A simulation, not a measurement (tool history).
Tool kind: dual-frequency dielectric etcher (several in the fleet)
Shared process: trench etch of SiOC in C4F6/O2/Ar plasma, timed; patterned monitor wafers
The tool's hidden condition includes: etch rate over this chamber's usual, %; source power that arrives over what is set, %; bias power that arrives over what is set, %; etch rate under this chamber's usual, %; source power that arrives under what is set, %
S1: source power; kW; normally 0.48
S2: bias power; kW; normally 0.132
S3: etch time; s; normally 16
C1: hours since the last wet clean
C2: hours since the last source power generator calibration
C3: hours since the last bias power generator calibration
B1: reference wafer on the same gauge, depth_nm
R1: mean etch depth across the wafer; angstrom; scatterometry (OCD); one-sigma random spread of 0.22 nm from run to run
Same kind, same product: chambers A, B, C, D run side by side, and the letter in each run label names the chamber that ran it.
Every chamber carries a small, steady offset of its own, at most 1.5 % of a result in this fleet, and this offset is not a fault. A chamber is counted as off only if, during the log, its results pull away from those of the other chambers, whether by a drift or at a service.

run	hour	S1	S2	S3	C1	C2	C3	B1	R1
1B	3.6	0.48	0.132	16	131.1	1290.6	3072.9	35.247	322.89
2D	8.1	0.48	0.132	16	467.8	658.7	107.2	35.24	328.31
3C	14.1	0.48	0.132	16	81	1690.8	1581	35.265	325.55
4A	18.9	0.48	0.132	16	329.9	400.6	1227.3	35.177	328.93
5C	24.2	0.48	0.132	16	91.1	1700.9	1591.1	35.23	325.92
6A	28.2	0.48	0.132	16	339.2	409.9	1236.6	35.237	328.19
7D	32.9	0.48	0.132	16	492.6	683.5	132	35.185	324.21
8B	39	0.48	0.132	16	166.5	1326	3108.3	35.238	321.63
9C	42.5	0.58	0.132	16	109.4	1719.2	1609.4	35.179	350.48
10D	46.4	0.58	0.132	16	506.1	697	145.5	35.2	353.78
11A	50.1	0.58	0.132	16	361.1	431.8	1258.5	35.124	353.77
12B	54.1	0.58	0.132	16	181.6	1341.1	3123.4	35.172	351.55
13C	59.5	0.48	0.132	16	126.4	1736.2	1626.4	35.249	319.97
14A	62.7	0.48	0.132	16	373.7	444.4	1271.1	35.176	330.73
15D	67.5	0.48	0.152	16	527.2	718.1	166.6	35.208	339.99
# hour 70: chamber D: wet clean of the chamber
16B	72.7	0.48	0.152	16	200.2	1359.7	3142	35.16	338.65
17D	77.3	0.48	0.152	16	7.3	727.9	176.4	35.249	339.67
18B	83.3	0.48	0.152	16	210.8	1370.3	3152.6	35.162	339.45
19C	86.8	0.48	0.112	20.5	153.7	1763.5	1653.7	35.221	393.86
20A	90.6	0.48	0.112	20.5	401.6	472.3	1299	35.218	403.86
21C	95.2	0.48	0.112	20.5	162.1	1771.9	1662.1	35.303	397.33
22A	101	0.48	0.112	20.5	412	482.7	1309.4	35.215	399.02
23D	103.7	0.48	0.132	16	33.7	754.3	202.8	35.227	327.1
24B	107.6	0.48	0.132	16	235.1	1394.6	3176.9	35.206	323.62
25D	112.1	0.48	0.132	16	42.1	762.7	211.2	35.209	327.69
26A	116.8	0.48	0.132	16	427.8	498.5	1325.2	35.247	333.71
27C	119.5	0.48	0.132	16	186.4	1796.2	1686.4	35.23	328.81
28B	123.6	0.48	0.132	16	251.1	1410.6	3192.9	35.189	325.79
29D	126.6	0.48	0.132	16	56.6	777.2	225.7	35.156	327.64
30A	129.2	0.48	0.132	16	440.2	510.9	1337.6	35.141	330.82
31B	133.7	0.48	0.132	16	261.2	1420.7	3203	35.213	320.03
32C	137.3	0.48	0.132	16	204.2	1814	1704.2	35.144	324.16
33A	142.3	0.48	0.132	16	453.3	524	1350.7	35.18	330.01
34B	145.9	0.48	0.132	16	273.4	1432.9	3215.2	35.181	325.28
35D	151.9	0.48	0.157	14.5	81.9	802.5	251	35.196	306.63
36C	157.7	0.48	0.157	14.5	224.6	1834.4	1724.6	35.167	311.29
37C	162.9	0.48	0.157	14.5	229.8	1839.6	1729.8	35.201	309.2
38A	168.7	0.48	0.157	14.5	479.7	550.4	1377.1	35.255	315.62
39D	174.1	0.48	0.132	16	104.1	824.7	273.2	35.248	327.73
40B	178.7	0.48	0.132	16	306.2	1465.7	3248	35.179	327.48
41C	181.7	0.56	0.11	16	248.6	1858.4	1748.6	35.183	332.17
42D	185.5	0.56	0.11	16	115.5	836.1	284.6	35.211	332.3

Has any chamber moved away from the others, gradually or after a service, or does the common gauge drift, or do the chambers differ only by their own small steady offsets? State the chamber and the most likely cause if one applies.

No chamber stands off beyond its own small offset, and the gauge holds steady.
